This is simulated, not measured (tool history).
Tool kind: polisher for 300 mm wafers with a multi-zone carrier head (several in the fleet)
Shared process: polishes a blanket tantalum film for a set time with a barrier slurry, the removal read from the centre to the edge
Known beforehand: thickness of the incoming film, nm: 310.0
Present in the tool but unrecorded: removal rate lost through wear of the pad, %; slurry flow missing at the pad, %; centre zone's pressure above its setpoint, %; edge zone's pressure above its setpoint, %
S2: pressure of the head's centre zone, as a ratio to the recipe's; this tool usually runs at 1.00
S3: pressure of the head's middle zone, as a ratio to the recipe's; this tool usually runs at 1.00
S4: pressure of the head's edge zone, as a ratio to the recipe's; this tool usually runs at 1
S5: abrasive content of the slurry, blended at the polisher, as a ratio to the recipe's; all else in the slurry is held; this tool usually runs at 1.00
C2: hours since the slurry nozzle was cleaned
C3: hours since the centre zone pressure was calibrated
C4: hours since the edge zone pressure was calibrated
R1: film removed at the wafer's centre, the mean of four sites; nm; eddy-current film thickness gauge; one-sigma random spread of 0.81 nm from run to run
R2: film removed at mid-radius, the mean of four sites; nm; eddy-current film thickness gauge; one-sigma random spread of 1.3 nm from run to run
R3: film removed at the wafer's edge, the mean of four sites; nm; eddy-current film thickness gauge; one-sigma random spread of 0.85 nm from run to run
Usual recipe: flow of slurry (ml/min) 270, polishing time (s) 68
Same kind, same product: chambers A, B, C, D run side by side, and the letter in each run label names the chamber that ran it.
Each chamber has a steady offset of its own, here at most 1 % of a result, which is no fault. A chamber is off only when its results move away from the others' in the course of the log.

{"hour": 0.3, "done": "chamber D: worn pad replaced by a new one"}
{"run": "1B", "hour": 14.0, "flow of slurry (ml/min)": 270, "S2": 1.0, "S3": 1.0, "S4": 1, "S5": 1.0, "polishing time (s)": 68, "wafers polished on this pad": 813, "C2": 95.5, "C3": 654.6, "C4": 202.2, "R1": 87.334, "R2": 85.455, "R3": 87.017}
{"hour": 18.5, "done": "chamber B: worn pad replaced by a new one"}
{"run": "2D", "hour": 26.7, "flow of slurry (ml/min)": 270, "S2": 1.0, "S3": 1.0, "S4": 1, "S5": 1.0, "polishing time (s)": 68, "wafers polished on this pad": 313, "C2": 298.1, "C3": 59.1, "C4": 1135.1, "R1": 84.416, "R2": 86.631, "R3": 86.193}
{"hour": 26.9, "done": "chamber A: worn pad replaced by a new one"}
{"run": "3A", "hour": 37.4, "flow of slurry (ml/min)": 270, "S2": 1.0, "S3": 1.0, "S4": 1, "S5": 1.0, "polishing time (s)": 68, "wafers polished on this pad": 124, "C2": 91.8, "C3": 242.6, "C4": 468.6, "R1": 86.554, "R2": 87.016, "R3": 85.737}
{"hour": 50.7, "done": "chamber C: slurry nozzle cleaned"}
{"run": "4C", "hour": 51.2, "flow of slurry (ml/min)": 270, "S2": 1.0, "S3": 1.0, "S4": 1, "S5": 1.0, "polishing time (s)": 68, "wafers polished on this pad": 623, "C2": 0.6, "C3": 143.4, "C4": 1090.0, "R1": 87.603, "R2": 87.408, "R3": 86.32}
{"run": "5B", "hour": 59.1, "flow of slurry (ml/min)": 270, "S2": 1.0, "S3": 1.0, "S4": 1, "S5": 1.0, "polishing time (s)": 68, "wafers polished on this pad": 480, "C2": 140.6, "C3": 699.7, "C4": 247.3, "R1": 85.7, "R2": 88.275, "R3": 86.487}
{"run": "6C", "hour": 67.4, "flow of slurry (ml/min)": 270, "S2": 1.0, "S3": 1.0, "S4": 1, "S5": 1.0, "polishing time (s)": 68, "wafers polished on this pad": 815, "C2": 16.8, "C3": 159.6, "C4": 1106.2, "R1": 86.089, "R2": 85.729, "R3": 86.382}
{"hour": 71.2, "done": "chamber D: worn pad replaced by a new one"}
{"run": "7D", "hour": 81.5, "flow of slurry (ml/min)": 225, "S2": 1.0, "S3": 1.08, "S4": 1, "S5": 1.0, "polishing time (s)": 68, "wafers polished on this pad": 122, "C2": 352.9, "C3": 113.9, "C4": 1189.9, "R1": 84.06, "R2": 91.814, "R3": 84.412}
{"run": "8A", "hour": 88.3, "flow of slurry (ml/min)": 225, "S2": 1.0, "S3": 1.08, "S4": 1, "S5": 1.0, "polishing time (s)": 68, "wafers polished on this pad": 727, "C2": 142.7, "C3": 293.5, "C4": 519.5, "R1": 84.225, "R2": 89.712, "R3": 84.966}
{"hour": 89.2, "done": "chamber C: worn pad replaced by a new one"}
{"hour": 94.9, "done": "chamber B: worn pad replaced by a new one"}
{"run": "9C", "hour": 96.0, "flow of slurry (ml/min)": 225, "S2": 1.0, "S3": 1.08, "S4": 1, "S5": 1.0, "polishing time (s)": 68, "wafers polished on this pad": 81, "C2": 45.4, "C3": 188.2, "C4": 1134.8, "R1": 85.754, "R2": 90.416, "R3": 83.814}
{"run": "10A", "hour": 108.8, "flow of slurry (ml/min)": 225, "S2": 1.0, "S3": 1.08, "S4": 1, "S5": 1.0, "polishing time (s)": 68, "wafers polished on this pad": 969, "C2": 163.2, "C3": 314.0, "C4": 540.0, "R1": 84.22, "R2": 92.323, "R3": 85.158}
{"run": "11D", "hour": 121.8, "flow of slurry (ml/min)": 270, "S2": 1.0, "S3": 1.0, "S4": 1, "S5": 1.0, "polishing time (s)": 68, "wafers polished on this pad": 599, "C2": 393.2, "C3": 154.2, "C4": 1230.2, "R1": 85.99, "R2": 85.211, "R3": 85.165}
{"run": "12B", "hour": 132.1, "flow of slurry (ml/min)": 270, "S2": 1.0, "S3": 1.0, "S4": 1, "S5": 1.0, "polishing time (s)": 68, "wafers polished on this pad": 440, "C2": 213.6, "C3": 772.7, "C4": 320.3, "R1": 86.792, "R2": 85.011, "R3": 85.998}
{"hour": 132.7, "done": "chamber A: worn pad replaced by a new one"}
{"hour": 136.6, "done": "chamber D: edge zone pressure recalibrated"}
{"hour": 138.1, "done": "chamber C: edge zone pressure recalibrated"}
{"hour": 142.0, "done": "chamber D: worn pad replaced by a new one"}
{"run": "13A", "hour": 143.5, "flow of slurry (ml/min)": 270, "S2": 1.0, "S3": 1.0, "S4": 1, "S5": 1.0, "polishing time (s)": 68, "wafers polished on this pad": 128, "C2": 197.9, "C3": 348.7, "C4": 574.7, "R1": 87.346, "R2": 86.161, "R3": 84.617}
{"run": "14C", "hour": 154.0, "flow of slurry (ml/min)": 270, "S2": 1.0, "S3": 1.0, "S4": 1, "S5": 1.0, "polishing time (s)": 68, "wafers polished on this pad": 767, "C2": 103.4, "C3": 246.2, "C4": 15.9, "R1": 86.313, "R2": 84.575, "R3": 85.51}
{"run": "15B", "hour": 164.1, "flow of slurry (ml/min)": 270, "S2": 1.0, "S3": 1.0, "S4": 1, "S5": 0.75, "polishing time (s)": 68, "wafers polished on this pad": 819, "C2": 245.6, "C3": 804.7, "C4": 352.3, "R1": 80.212, "R2": 79.092, "R3": 79.615}
{"run": "16D", "hour": 173.5, "flow of slurry (ml/min)": 270, "S2": 1.0, "S3": 1.0, "S4": 1, "S5": 0.75, "polishing time (s)": 68, "wafers polished on this pad": 372, "C2": 444.9, "C3": 205.9, "C4": 37.0, "R1": 78.202, "R2": 75.66, "R3": 78.286}
{"hour": 176.5, "done": "chamber B: worn pad replaced by a new one"}
{"run": "17D", "hour": 184.3, "flow of slurry (ml/min)": 270, "S2": 1.0, "S3": 1.0, "S4": 1, "S5": 0.75, "polishing time (s)": 68, "wafers polished on this pad": 500, "C2": 455.7, "C3": 216.7, "C4": 47.8, "R1": 77.441, "R2": 78.046, "R3": 78.186}
{"hour": 189.9, "done": "chamber C: worn pad replaced by a new one"}
{"run": "18B", "hour": 196.2, "flow of slurry (ml/min)": 270, "S2": 1.0, "S3": 1.0, "S4": 1, "S5": 0.75, "polishing time (s)": 68, "wafers polished on this pad": 233, "C2": 277.7, "C3": 836.8, "C4": 384.4, "R1": 79.426, "R2": 79.399, "R3": 79.239}
{"run": "19A", "hour": 203.0, "flow of slurry (ml/min)": 270, "S2": 1.0, "S3": 1.0, "S4": 1, "S5": 1.0, "polishing time (s)": 68, "wafers polished on this pad": 831, "C2": 257.4, "C3": 408.2, "C4": 634.2, "R1": 86.29, "R2": 86.811, "R3": 85.981}
{"run": "20C", "hour": 211.6, "flow of slurry (ml/min)": 270, "S2": 1.0, "S3": 1.0, "S4": 1, "S5": 1.0, "polishing time (s)": 68, "wafers polished on this pad": 257, "C2": 161.0, "C3": 303.8, "C4": 73.5, "R1": 86.235, "R2": 87.046, "R3": 86.779}
{"hour": 212.6, "done": "chamber D: worn pad replaced by a new one"}
{"run": "21A", "hour": 218.6, "flow of slurry (ml/min)": 270, "S2": 1.0, "S3": 1.0, "S4": 1, "S5": 1.0, "polishing time (s)": 68, "wafers polished on this pad": 1016, "C2": 273.0, "C3": 423.8, "C4": 649.8, "R1": 86.137, "R2": 85.404, "R3": 84.908}
{"hour": 220.4, "done": "chamber A: worn pad replaced by a new one"}
{"run": "22B", "hour": 227.8, "flow of slurry (ml/min)": 270, "S2": 1.0, "S3": 1.0, "S4": 1, "S5": 1.0, "polishing time (s)": 68, "wafers polished on this pad": 607, "C2": 309.3, "C3": 868.4, "C4": 416.0, "R1": 86.517, "R2": 87.952, "R3": 86.632}
{"run": "23D", "hour": 235.3, "flow of slurry (ml/min)": 270, "S2": 1.0, "S3": 1.0, "S4": 1, "S5": 1.0, "polishing time (s)": 68, "wafers polished on this pad": 269, "C2": 506.7, "C3": 267.7, "C4": 98.8, "R1": 83.727, "R2": 86.199, "R3": 82.679}
{"run": "24C", "hour": 244.8, "flow of slurry (ml/min)": 270, "S2": 1.0, "S3": 1.0, "S4": 1, "S5": 1.0, "polishing time (s)": 68, "wafers polished on this pad": 650, "C2": 194.2, "C3": 337.0, "C4": 106.7, "R1": 86.702, "R2": 85.564, "R3": 86.315}
{"hour": 256.7, "done": "chamber B: worn pad replaced by a new one"}
{"run": "25B", "hour": 258.4, "flow of slurry (ml/min)": 270, "S2": 1.06, "S3": 1.0, "S4": 1, "S5": 1.0, "polishing time (s)": 68, "wafers polished on this pad": 20, "C2": 339.9, "C3": 899.0, "C4": 446.6, "R1": 92.874, "R2": 85.135, "R3": 86.476}
{"run": "26C", "hour": 268.4, "flow of slurry (ml/min)": 270, "S2": 1.06, "S3": 1.0, "S4": 1, "S5": 1.0, "polishing time (s)": 68, "wafers polished on this pad": 929, "C2": 217.8, "C3": 360.6, "C4": 130.3, "R1": 92.158, "R2": 89.259, "R3": 87.104}
{"run": "27D", "hour": 280.9, "flow of slurry (ml/min)": 270, "S2": 1.06, "S3": 1.0, "S4": 1, "S5": 1.0, "polishing time (s)": 68, "wafers polished on this pad": 808, "C2": 552.3, "C3": 313.3, "C4": 144.4, "R1": 90.141, "R2": 84.347, "R3": 84.291}
{"hour": 281.8, "done": "chamber D: worn pad replaced by a new one"}
{"hour": 283.3, "done": "chamber C: slurry nozzle cleaned"}
{"hour": 288.4, "done": "chamber A: centre zone pressure recalibrated"}
{"hour": 293.0, "done": "chamber C: worn pad replaced by a new one"}
{"run": "28A", "hour": 293.4, "flow of slurry (ml/min)": 270, "S2": 1.06, "S3": 1.0, "S4": 1, "S5": 1.0, "polishing time (s)": 68, "wafers polished on this pad": 863, "C2": 347.8, "C3": 5.1, "C4": 724.6, "R1": 92.669, "R2": 87.129, "R3": 85.005}
{"run": "29A", "hour": 305.7, "flow of slurry (ml/min)": 270, "S2": 1.0, "S3": 1.0, "S4": 1, "S5": 1.0, "polishing time (s)": 68, "wafers polished on this pad": 1009, "C2": 360.1, "C3": 17.4, "C4": 736.9, "R1": 85.954, "R2": 87.161, "R3": 84.61}
{"run": "30B", "hour": 314.8, "flow of slurry (ml/min)": 270, "S2": 1.0, "S3": 1.0, "S4": 1, "S5": 1.0, "polishing time (s)": 68, "wafers polished on this pad": 687, "C2": 396.3, "C3": 955.4, "C4": 503.0, "R1": 85.953, "R2": 84.435, "R3": 86.797}
{"hour": 319.1, "done": "chamber A: worn pad replaced by a new one"}
{"run": "31D", "hour": 325.3, "flow of slurry (ml/min)": 270, "S2": 1.0, "S3": 1.0, "S4": 1, "S5": 1.0, "polishing time (s)": 68, "wafers polished on this pad": 515, "C2": 596.7, "C3": 357.7, "C4": 188.8, "R1": 81.911, "R2": 82.664, "R3": 83.472}
{"run": "32C", "hour": 336.4, "flow of slurry (ml/min)": 270, "S2": 1.0, "S3": 1.0, "S4": 1, "S5": 1.0, "polishing time (s)": 68, "wafers polished on this pad": 514, "C2": 53.1, "C3": 428.6, "C4": 198.3, "R1": 86.414, "R2": 87.227, "R3": 85.479}
{"hour": 340.6, "done": "chamber B: worn pad replaced by a new one"}
{"run": "33C", "hour": 346.7, "flow of slurry (ml/min)": 270, "S2": 1.0, "S3": 1.0, "S4": 1, "S5": 1.0, "polishing time (s)": 68, "wafers polished on this pad": 636, "C2": 63.4, "C3": 438.9, "C4": 208.6, "R1": 85.736, "R2": 86.787, "R3": 86.466}
{"run": "34A", "hour": 354.9, "flow of slurry (ml/min)": 270, "S2": 1.0, "S3": 1.0, "S4": 1, "S5": 1.0, "polishing time (s)": 68, "wafers polished on this pad": 424, "C2": 409.3, "C3": 66.6, "C4": 786.1, "R1": 86.177, "R2": 83.736, "R3": 84.705}
{"run": "35D", "hour": 365.9, "flow of slurry (ml/min)": 270, "S2": 1.0, "S3": 1.0, "S4": 1, "S5": 1.0, "polishing time (s)": 68, "wafers polished on this pad": 995, "C2": 637.3, "C3": 398.3, "C4": 229.4, "R1": 81.344, "R2": 82.026, "R3": 83.632}
{"hour": 372.7, "done": "chamber D: worn pad replaced by a new one"}
{"run": "36B", "hour": 378.5, "flow of slurry (ml/min)": 270, "S2": 1.0, "S3": 1.0, "S4": 1, "S5": 1.0, "polishing time (s)": 68, "wafers polished on this pad": 449, "C2": 460.0, "C3": 1019.1, "C4": 566.7, "R1": 86.52, "R2": 85.984, "R3": 87.764}
{"run": "37D", "hour": 385.0, "flow of slurry (ml/min)": 270, "S2": 1.0, "S3": 1.0, "S4": 1, "S5": 0.75, "polishing time (s)": 68, "wafers polished on this pad": 145, "C2": 656.4, "C3": 417.4, "C4": 248.5, "R1": 73.036, "R2": 75.878, "R3": 75.743}
{"run": "38B", "hour": 394.7, "flow of slurry (ml/min)": 270, "S2": 1.0, "S3": 1.0, "S4": 1, "S5": 0.75, "polishing time (s)": 68, "wafers polished on this pad": 640, "C2": 476.2, "C3": 1035.3, "C4": 582.9, "R1": 78.221, "R2": 79.503, "R3": 79.453}
{"run": "39A", "hour": 402.9, "flow of slurry (ml/min)": 270, "S2": 1.0, "S3": 1.0, "S4": 1, "S5": 0.75, "polishing time (s)": 68, "wafers polished on this pad": 992, "C2": 457.3, "C3": 114.6, "C4": 834.1, "R1": 77.014, "R2": 76.533, "R3": 78.306}

Decide between three cases: one chamber stands off from its peers, the gauge reading all wafers drifts, or nothing is wrong past each chamber's small offset. Where a chamber is off, say which and what most likely put it there.

It is chamber D that slowly wanders off from its peers.
Cause: slurry flow missing at the pad, % = 37.1.

Chamber D could run next with any of the 4 candidate recipes listed below; each alters the usual settings, and their results appear as question marks. Which one brings its results back in line with what the other chambers deliver on the usual settings?
To be in line, a result may differ from the other chambers' mean on the usual settings by at most: R1 2.800 nm; R2 4.500 nm; R3 3.000 nm
{"run": "40D-1", "hour": 413.4, "flow of slurry (ml/min)": 260, "S2": 0.96, "S3": 0.98, "S4": 1.02, "S5": 1.0, "polishing time (s)": 62, "R1": "?", "R2": "?", "R3": "?"}
{"run": "40D-2", "hour": 413.4, "flow of slurry (ml/min)": 280, "S2": 1.04, "S3": 1.02, "S4": 0.98, "S5": 1.0, "polishing time (s)": 74, "R1": "?", "R2": "?", "R3": "?"}
{"run": "40D-3", "hour": 413.4, "flow of slurry (ml/min)": 275, "S2": 1.02, "S3": 1.01, "S4": 0.99, "S5": 1.0, "polishing time (s)": 71, "R1": "?", "R2": "?", "R3": "?"}
{"run": "40D-4", "hour": 413.4, "flow of slurry (ml/min)": 265, "S2": 0.98, "S3": 0.99, "S4": 1.01, "S5": 1.0, "polishing time (s)": 65, "R1": "?", "R2": "?", "R3": "?"}

The mean the other chambers reach with the usual settings: R1 86.097 nm; R2 86.267 nm; R3 86.072 nm
run=40D-1 R1=69.210 R2=71.776 R3=75.441
run=40D-2 R1=91.602 R2=89.983 R3=88.947
run=40D-3 R1=85.725 R2=85.306 R3=85.617
run=40D-4 R1=74.529 R2=76.203 R3=78.863
It is 40D-3 that realigns the chamber with its peers.

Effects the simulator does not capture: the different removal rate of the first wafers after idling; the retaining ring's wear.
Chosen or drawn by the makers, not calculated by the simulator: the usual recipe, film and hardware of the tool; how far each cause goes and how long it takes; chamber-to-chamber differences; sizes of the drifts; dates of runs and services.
